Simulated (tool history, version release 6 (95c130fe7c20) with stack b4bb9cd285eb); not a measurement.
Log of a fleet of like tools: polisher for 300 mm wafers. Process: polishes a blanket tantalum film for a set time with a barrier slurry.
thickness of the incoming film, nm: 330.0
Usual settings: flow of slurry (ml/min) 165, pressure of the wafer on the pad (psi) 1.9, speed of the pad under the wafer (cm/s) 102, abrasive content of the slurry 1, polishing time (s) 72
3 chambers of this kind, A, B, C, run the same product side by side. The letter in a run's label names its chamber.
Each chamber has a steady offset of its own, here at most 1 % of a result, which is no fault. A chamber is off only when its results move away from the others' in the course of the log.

| run | hour | flow of slurry (ml/min) | pressure of the wafer on the pad (psi) | speed of the pad under the wafer (cm/s) | abrasive content of the slurry | polishing time (s) | film removed (angstrom) |
|---|---|---|---|---|---|---|---|
|  | 0.9 | chamber C: worn pad replaced by a new one |
|  | 3.2 | chamber B: head pressure recalibrated |
| 1B | 7.4 | 165 | 1.9 | 102 | 1 | 72 | 1077.5 |
| 2C | 17.5 | 165 | 1.9 | 102 | 1 | 72 | 1073.4 |
| 3A | 24.2 | 165 | 1.9 | 102 | 1 | 72 | 1084.3 |
| 4C | 31.5 | 165 | 1.9 | 102 | 1 | 72 | 1072.3 |
|  | 32.1 | chamber A: worn pad replaced by a new one |
| 5A | 42.1 | 105 | 1.5 | 102 | 1 | 72 | 787.61 |
| 6B | 50.5 | 105 | 1.5 | 102 | 1 | 72 | 767.63 |
| 7C | 57.9 | 105 | 1.5 | 102 | 1 | 72 | 785.53 |
| 8B | 67.6 | 165 | 1.9 | 102 | 1 | 72 | 1068.1 |
|  | 72.4 | chamber A: slurry blender recalibrated |
| 9A | 76.5 | 165 | 1.9 | 102 | 1 | 72 | 1094.8 |
| 10A | 86.7 | 165 | 1.9 | 118 | 1 | 72 | 1260.7 |
| 11C | 91.3 | 165 | 1.9 | 118 | 1 | 72 | 1250.2 |
|  | 98.5 | chamber A: worn pad replaced by a new one |
| 12B | 100.5 | 165 | 1.9 | 118 | 1 | 72 | 1210 |
|  | 108.1 | chamber C: worn pad replaced by a new one |
| 13C | 108.4 | 165 | 1.9 | 102 | 1 | 72 | 1068.8 |
|  | 111.6 | chamber C: slurry nozzle cleaned |
| 14A | 116.1 | 165 | 1.9 | 102 | 1 | 72 | 1081.7 |
| 15B | 122.9 | 165 | 1.9 | 102 | 1 | 72 | 1037.8 |
| 16C | 132.7 | 165 | 1.9 | 102 | 1 | 72 | 1073.9 |
| 17A | 140.8 | 165 | 1.9 | 102 | 1 | 72 | 1082.4 |
| 18B | 145.7 | 165 | 1.9 | 102 | 1 | 72 | 1025.7 |
| 19C | 154.1 | 165 | 1.9 | 102 | 1 | 81 | 1211.4 |
| 20A | 159 | 165 | 1.9 | 102 | 1 | 81 | 1241.5 |
| 21B | 164.7 | 165 | 1.9 | 102 | 1 | 81 | 1159.9 |
| 22B | 171.1 | 165 | 1.9 | 102 | 1 | 72 | 1021.9 |
|  | 174.4 | chamber B: slurry nozzle cleaned |
|  | 175.1 | chamber C: slurry blender recalibrated |
| 23A | 176.3 | 165 | 1.9 | 102 | 1 | 72 | 1104.2 |
| 24C | 180.9 | 165 | 1.9 | 102 | 1 | 72 | 1104 |
|  | 182 | chamber A: worn pad replaced by a new one |
| 25B | 185.9 | 165 | 1.9 | 102 | 1 | 72 | 1016.5 |
| 26A | 190.5 | 165 | 1.9 | 102 | 1 | 72 | 1105.8 |
| 27C | 197.4 | 165 | 1.9 | 102 | 1 | 72 | 1095.5 |
|  | 201.3 | chamber C: worn pad replaced by a new one |
| 28C | 206.5 | 165 | 1.9 | 102 | 1 | 72 | 1061.5 |
| 29B | 215.4 | 165 | 1.9 | 102 | 1 | 72 | 1007.3 |
| 30A | 221.5 | 165 | 1.9 | 102 | 1 | 72 | 1112.4 |
| 31B | 227.6 | 165 | 1.9 | 102 | 1 | 72 | 1003.3 |

Is one chamber off against the others, does the gauge drift, or is nothing wrong? If a chamber is off, say which, and what the likeliest cause is.

Chamber B drifts away from the others.
Cause: removal rate lost through wear of the pad, % = 7.
The log may not tell that from: head's pressure below its setpoint, %; abrasive missing from the slurry, %.

Here are 4 candidates for chamber B's next run, each the usual settings with a change, their results left as question marks. Which one brings its results back in line with what the others give on the usual settings?
In line means no further than this from the other chambers' mean on the usual settings: film removed (angstrom) 33
| 32B-1 | 235.2 | 165 | 1.9 | 98 | 1 | 69 | ? |
| 32B-2 | 235.2 | 165 | 1.7 | 102 | 1 | 67 | ? |
| 32B-3 | 235.2 | 170 | 2.2 | 102 | 1.05 | 72 | ? |
| 32B-4 | 235.2 | 165 | 1.9 | 102 | 1.35 | 72 | ? |

The other chambers' mean on the usual settings: film removed (angstrom) 1086.6
| run | film removed (angstrom) |
|---|---|
| 32B-1 | 921.01 |
| 32B-2 | 831.19 |
| 32B-3 | 1180.5 |
| 32B-4 | 1078.2 |
32B-4 brings the chamber back in line.
